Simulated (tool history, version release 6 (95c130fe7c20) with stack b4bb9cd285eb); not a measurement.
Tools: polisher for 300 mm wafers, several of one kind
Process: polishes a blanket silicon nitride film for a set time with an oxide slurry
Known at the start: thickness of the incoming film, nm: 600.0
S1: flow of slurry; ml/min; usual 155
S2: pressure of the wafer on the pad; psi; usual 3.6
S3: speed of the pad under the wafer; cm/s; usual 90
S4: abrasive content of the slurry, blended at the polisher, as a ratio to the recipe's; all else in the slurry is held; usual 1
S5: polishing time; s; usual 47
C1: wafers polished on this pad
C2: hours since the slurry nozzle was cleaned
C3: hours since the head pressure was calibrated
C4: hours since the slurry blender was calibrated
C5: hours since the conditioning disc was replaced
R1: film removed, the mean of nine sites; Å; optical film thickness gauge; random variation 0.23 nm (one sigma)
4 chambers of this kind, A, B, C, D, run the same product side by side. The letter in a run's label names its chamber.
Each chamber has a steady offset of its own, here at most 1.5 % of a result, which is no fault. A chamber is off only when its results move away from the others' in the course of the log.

run     day   S1   S2   S3  S4  S5    C1     C2     C3     C4     C5      R1
      0.117  -- chamber C: worn pad replaced by a new one
 1D   0.321  155  3.6   90   1  47   259   39.8  595.7   85.8    7.9  274.32
      0.625  -- chamber B: worn pad replaced by a new one
 2A   0.675  155  3.6   90   1  47   453  218.1  315.8  399.1  202.7  269.14
 3C   1.058  155  3.6   90   1  47   191  561.8  483.7  274.6  199.2  272.43
      1.125  -- chamber A: slurry blender recalibrated
      1.242  -- chamber A: worn pad replaced by a new one
 4B   1.346  155  3.6   90   1  47   146  305.5  168.0  107.2  226.2  268.93
 5A   1.567  155  3.6  112   1  47    66  239.5  337.2   10.7  224.1  320.90
 6D   1.950  155  3.6  112   1  47   589   78.9  634.8  124.9   47.0  319.99
      2.179  -- chamber D: worn pad replaced by a new one
 7B   2.254  155  3.6  112   1  47   330  327.3  189.8  129.0  248.0  321.38
 8C   2.621  155  3.6  112   1  47   508  599.3  521.2  312.1  236.7  321.45
 9A   2.908  155  3.6   90   1  47   338  271.7  369.4   42.9  256.3  270.06
10D   3.275  155  3.6   90   1  47   222  110.7  666.6  156.7   78.8  271.15
11C   3.558  155  3.6   90   1  47   698  621.8  543.7  334.6  259.2  279.55
12B   3.858  155  3.6   90   1  47   656  365.8  228.3  167.5  286.5  271.90
      4.083  -- chamber A: worn pad replaced by a new one
13D   4.083  155  3.6   90   1  47   386  130.1  686.0  176.1   98.2  273.53
      4.304  -- chamber A: conditioning disc replaced and pad reconditioned
      4.321  -- chamber B: worn pad replaced by a new one
14A   4.400  155  2.9   90   1  47    64  307.5  405.2   78.7    2.3  215.17
15C   4.779  155  2.9   90   1  47   946  651.1  573.0  363.9  288.5  219.05
      5.062  -- chamber C: worn pad replaced by a new one
16B   5.133  155  2.9   90   1  47   165  396.4  258.9  198.1  317.1  217.80
      5.358  -- chamber B: slurry nozzle cleaned
17C   5.446  155  2.9   90   1  47    78  667.1  589.0  379.9  304.5  219.17
      5.529  -- chamber D: worn pad replaced by a new one
18B   5.654  155  3.6   90   1  47   270    7.1  271.4  210.6  329.6  269.61
      5.783  -- chamber C: slurry blender recalibrated
      5.838  -- chamber C: slurry nozzle cleaned
19A   5.942  155  3.6   90   1  47   377  344.5  442.2  115.7   39.3  267.37
20D   6.250  155  3.6   90   1  47   146  182.1  738.0  228.1  150.2  272.39
      6.508  -- chamber A: worn pad replaced by a new one
21B   6.538  155  3.6   90   1  47   450   28.3  292.6  231.8  350.8  272.02
22D   6.721  155  3.6   90   1  47   242  193.4  749.3  239.4  161.5  273.12
      6.829  -- chamber B: conditioning disc replaced and pad reconditioned
23C   6.904  155  3.6   90   1  47   374   25.6  624.0   27.0  339.5  273.70
24A   7.167  155  4.2   90   1  40   134  373.9  471.6  145.1   68.7  267.32
      7.321  -- chamber C: head pressure recalibrated
25A   7.450  155  4.2   90   1  40   191  380.7  478.4  151.9   75.5  264.74
      7.750  -- chamber B: worn pad replaced by a new one
26C   7.783  155  4.2   90   1  40   552   46.7   11.1   48.1  360.6  270.78
27D   8.067  155  4.2   90   1  40   515  225.7  781.6  271.7  193.8  270.58
28B   8.375  155  3.6   90   1  47   127   72.4  336.7  275.9   37.2  269.65
29B   8.558  155  3.6   90   1  47   164   76.8  341.1  280.3   41.6  269.77
30A   8.746  155  3.6   90   1  47   454  411.8  509.5  183.0  106.6  268.82
31C   8.971  155  3.6   90   1  47   793   75.2   39.6   76.6  389.1  275.80
      9.133  -- chamber A: worn pad replaced by a new one
      9.196  -- chamber D: worn pad replaced by a new one
32D   9.250  110  3.6   90   1  47    11  254.1  810.0  300.1  222.2  254.13
      9.296  -- chamber C: conditioning disc replaced and pad reconditioned
      9.300  -- chamber D: slurry nozzle cleaned
33A   9.492  110  3.6   90   1  47    72  429.7  527.4  200.9  124.5  246.82
      9.575  -- chamber A: slurry nozzle cleaned
      9.621  -- chamber B: slurry blender recalibrated
34D   9.788  110  3.6   90   1  47   120   11.7  822.9  313.0  235.1  252.61
35B  10.054  110  3.6   90   1  47   468  112.7  377.0   10.5   77.5  255.84
36C  10.354  155  3.6   90   1  47  1074  108.4   72.8  109.8   25.4  269.06
37C  10.525  155  3.6   64   1  47  1108  112.5   76.9  113.9   29.5  205.11
38B  10.883  155  3.6   64   1  47   636  132.6  396.9   30.4   97.4  207.48
39D  11.204  155  3.6   64   1  47   407   45.7  856.9  347.0  269.1  209.04
40A  11.458  155  3.6   64   1  47   471   45.2  574.6  248.1  171.7  204.35

Next, every chamber runs the same settings. What will each give?
41A  11.738  155  3.6  68   1  47                       ?
41B  11.738  155  3.6  68   1  47                       ?
41C  11.738  155  3.6  68   1  47                       ?
41D  11.738  155  3.6  68   1  47                       ?

run      R1
41A  212.82
41B  221.19
41C  219.80
41D  214.87
